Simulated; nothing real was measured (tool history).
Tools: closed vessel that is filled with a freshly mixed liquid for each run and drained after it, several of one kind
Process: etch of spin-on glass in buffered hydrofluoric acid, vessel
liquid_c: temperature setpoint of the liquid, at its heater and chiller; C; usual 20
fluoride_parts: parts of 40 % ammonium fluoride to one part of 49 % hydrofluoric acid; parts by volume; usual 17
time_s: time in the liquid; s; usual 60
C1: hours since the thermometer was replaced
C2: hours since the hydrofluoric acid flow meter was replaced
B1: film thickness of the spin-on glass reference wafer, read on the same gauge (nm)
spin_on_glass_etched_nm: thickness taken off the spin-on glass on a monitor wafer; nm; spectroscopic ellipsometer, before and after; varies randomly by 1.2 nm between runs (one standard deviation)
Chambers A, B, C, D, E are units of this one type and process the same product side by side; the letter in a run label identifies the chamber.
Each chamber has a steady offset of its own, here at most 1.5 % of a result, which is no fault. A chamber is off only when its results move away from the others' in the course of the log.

{"run": "1E", "hour": 8.9, "liquid_c": 20, "fluoride_parts": 17, "time_s": 60, "C1": 1771.3, "C2": 139.6, "B1": 130.03, "spin_on_glass_etched_nm": 124.33}
{"run": "2B", "hour": 18.9, "liquid_c": 20, "fluoride_parts": 17, "time_s": 60, "C1": 235.6, "C2": 594.5, "B1": 130.01, "spin_on_glass_etched_nm": 122.51}
{"hour": 24.0, "done": "chamber D: hydrofluoric acid flow meter replaced"}
{"run": "3A", "hour": 25.8, "liquid_c": 20, "fluoride_parts": 17, "time_s": 60, "C1": 166.9, "C2": 560.2, "B1": 129.98, "spin_on_glass_etched_nm": 124.99}
{"run": "4C", "hour": 39.5, "liquid_c": 20, "fluoride_parts": 17, "time_s": 60, "C1": 337.8, "C2": 755.8, "B1": 129.99, "spin_on_glass_etched_nm": 124.02}
{"run": "5D", "hour": 49.2, "liquid_c": 20, "fluoride_parts": 17, "time_s": 60, "C1": 500.8, "C2": 25.3, "B1": 130.02, "spin_on_glass_etched_nm": 128.26}
{"run": "6E", "hour": 60.0, "liquid_c": 20, "fluoride_parts": 17, "time_s": 60, "C1": 1822.4, "C2": 190.7, "B1": 129.98, "spin_on_glass_etched_nm": 125.1}
{"run": "7C", "hour": 68.9, "liquid_c": 20, "fluoride_parts": 17, "time_s": 60, "C1": 367.2, "C2": 785.2, "B1": 130, "spin_on_glass_etched_nm": 127}
{"run": "8D", "hour": 79.5, "liquid_c": 20, "fluoride_parts": 10.5, "time_s": 60, "C1": 531.1, "C2": 55.6, "B1": 130, "spin_on_glass_etched_nm": 204.63}
{"run": "9A", "hour": 90.1, "liquid_c": 20, "fluoride_parts": 10.5, "time_s": 60, "C1": 231.2, "C2": 624.5, "B1": 129.99, "spin_on_glass_etched_nm": 202.3}
{"run": "10B", "hour": 97.4, "liquid_c": 20, "fluoride_parts": 10.5, "time_s": 60, "C1": 314.1, "C2": 673, "B1": 129.99, "spin_on_glass_etched_nm": 201.6}
{"run": "11B", "hour": 104.8, "liquid_c": 20, "fluoride_parts": 10.5, "time_s": 60, "C1": 321.5, "C2": 680.4, "B1": 130.02, "spin_on_glass_etched_nm": 199.22}
{"run": "12C", "hour": 113.9, "liquid_c": 20, "fluoride_parts": 10.5, "time_s": 60, "C1": 412.2, "C2": 830.2, "B1": 130.01, "spin_on_glass_etched_nm": 203.47}
{"run": "13D", "hour": 127.5, "liquid_c": 20, "fluoride_parts": 17, "time_s": 60, "C1": 579.1, "C2": 103.6, "B1": 130.01, "spin_on_glass_etched_nm": 120.86}
{"run": "14E", "hour": 134.0, "liquid_c": 20, "fluoride_parts": 17, "time_s": 60, "C1": 1896.4, "C2": 264.7, "B1": 130, "spin_on_glass_etched_nm": 124.09}
{"run": "15A", "hour": 148.1, "liquid_c": 20, "fluoride_parts": 17, "time_s": 60, "C1": 289.2, "C2": 682.5, "B1": 130.01, "spin_on_glass_etched_nm": 125.04}
{"run": "16B", "hour": 158.4, "liquid_c": 20, "fluoride_parts": 17, "time_s": 60, "C1": 375.1, "C2": 734, "B1": 130, "spin_on_glass_etched_nm": 125.27}
{"run": "17D", "hour": 168.8, "liquid_c": 22.5, "fluoride_parts": 17, "time_s": 40, "C1": 620.4, "C2": 144.9, "B1": 130, "spin_on_glass_etched_nm": 91.588}
{"run": "18C", "hour": 182.6, "liquid_c": 22.5, "fluoride_parts": 17, "time_s": 40, "C1": 480.9, "C2": 898.9, "B1": 130.03, "spin_on_glass_etched_nm": 96.892}
{"run": "19A", "hour": 192.3, "liquid_c": 22.5, "fluoride_parts": 17, "time_s": 40, "C1": 333.4, "C2": 726.7, "B1": 130, "spin_on_glass_etched_nm": 95.85}
{"run": "20E", "hour": 199.9, "liquid_c": 22.5, "fluoride_parts": 17, "time_s": 40, "C1": 1962.3, "C2": 330.6, "B1": 130.01, "spin_on_glass_etched_nm": 94.295}
{"run": "21B", "hour": 208.6, "liquid_c": 22.5, "fluoride_parts": 17, "time_s": 40, "C1": 425.3, "C2": 784.2, "B1": 130.01, "spin_on_glass_etched_nm": 97.203}
{"run": "22C", "hour": 217.4, "liquid_c": 23.5, "fluoride_parts": 17, "time_s": 35, "C1": 515.7, "C2": 933.7, "B1": 129.99, "spin_on_glass_etched_nm": 89.145}
{"run": "23A", "hour": 230.4, "liquid_c": 23.5, "fluoride_parts": 17, "time_s": 35, "C1": 371.5, "C2": 764.8, "B1": 130, "spin_on_glass_etched_nm": 87.87}
{"hour": 237.3, "done": "chamber A: hydrofluoric acid flow meter replaced"}
{"run": "24D", "hour": 237.7, "liquid_c": 23.5, "fluoride_parts": 17, "time_s": 35, "C1": 689.3, "C2": 213.8, "B1": 130.01, "spin_on_glass_etched_nm": 82.772}
{"run": "25E", "hour": 247.8, "liquid_c": 23.5, "fluoride_parts": 17, "time_s": 35, "C1": 2010.2, "C2": 378.5, "B1": 130, "spin_on_glass_etched_nm": 89.848}
{"run": "26A", "hour": 259.9, "liquid_c": 23.5, "fluoride_parts": 17, "time_s": 35, "C1": 401, "C2": 22.6, "B1": 129.99, "spin_on_glass_etched_nm": 87.053}
{"run": "27B", "hour": 268.8, "liquid_c": 20, "fluoride_parts": 17, "time_s": 60, "C1": 485.5, "C2": 844.4, "B1": 130.01, "spin_on_glass_etched_nm": 126}
{"run": "28D", "hour": 279.1, "liquid_c": 20, "fluoride_parts": 17, "time_s": 60, "C1": 730.7, "C2": 255.2, "B1": 130, "spin_on_glass_etched_nm": 113.32}
{"run": "29E", "hour": 292.2, "liquid_c": 20, "fluoride_parts": 17, "time_s": 60, "C1": 2054.6, "C2": 422.9, "B1": 130, "spin_on_glass_etched_nm": 123.21}
{"run": "30C", "hour": 303.2, "liquid_c": 20, "fluoride_parts": 17, "time_s": 60, "C1": 601.5, "C2": 1019.5, "B1": 130.01, "spin_on_glass_etched_nm": 128.71}
{"run": "31C", "hour": 312.2, "liquid_c": 20, "fluoride_parts": 17, "time_s": 60, "C1": 610.5, "C2": 1028.5, "B1": 130.01, "spin_on_glass_etched_nm": 125.09}
{"run": "32B", "hour": 323.3, "liquid_c": 20, "fluoride_parts": 17, "time_s": 60, "C1": 540, "C2": 898.9, "B1": 129.99, "spin_on_glass_etched_nm": 125.57}
{"run": "33D", "hour": 334.1, "liquid_c": 20, "fluoride_parts": 17, "time_s": 60, "C1": 785.7, "C2": 310.2, "B1": 130, "spin_on_glass_etched_nm": 111.84}

Predict what each chamber gives when all 5 of them run the settings below next.
{"run": "34A", "hour": 344.2, "liquid_c": 20, "fluoride_parts": 17, "time_s": 60, "spin_on_glass_etched_nm": "?"}
{"run": "34B", "hour": 344.2, "liquid_c": 20, "fluoride_parts": 17, "time_s": 60, "spin_on_glass_etched_nm": "?"}
{"run": "34C", "hour": 344.2, "liquid_c": 20, "fluoride_parts": 17, "time_s": 60, "spin_on_glass_etched_nm": "?"}
{"run": "34D", "hour": 344.2, "liquid_c": 20, "fluoride_parts": 17, "time_s": 60, "spin_on_glass_etched_nm": "?"}
{"run": "34E", "hour": 344.2, "liquid_c": 20, "fluoride_parts": 17, "time_s": 60, "spin_on_glass_etched_nm": "?"}

run=34A spin_on_glass_etched_nm=122.82
run=34B spin_on_glass_etched_nm=124.72
run=34C spin_on_glass_etched_nm=124.11
run=34D spin_on_glass_etched_nm=113.33
run=34E spin_on_glass_etched_nm=124.79

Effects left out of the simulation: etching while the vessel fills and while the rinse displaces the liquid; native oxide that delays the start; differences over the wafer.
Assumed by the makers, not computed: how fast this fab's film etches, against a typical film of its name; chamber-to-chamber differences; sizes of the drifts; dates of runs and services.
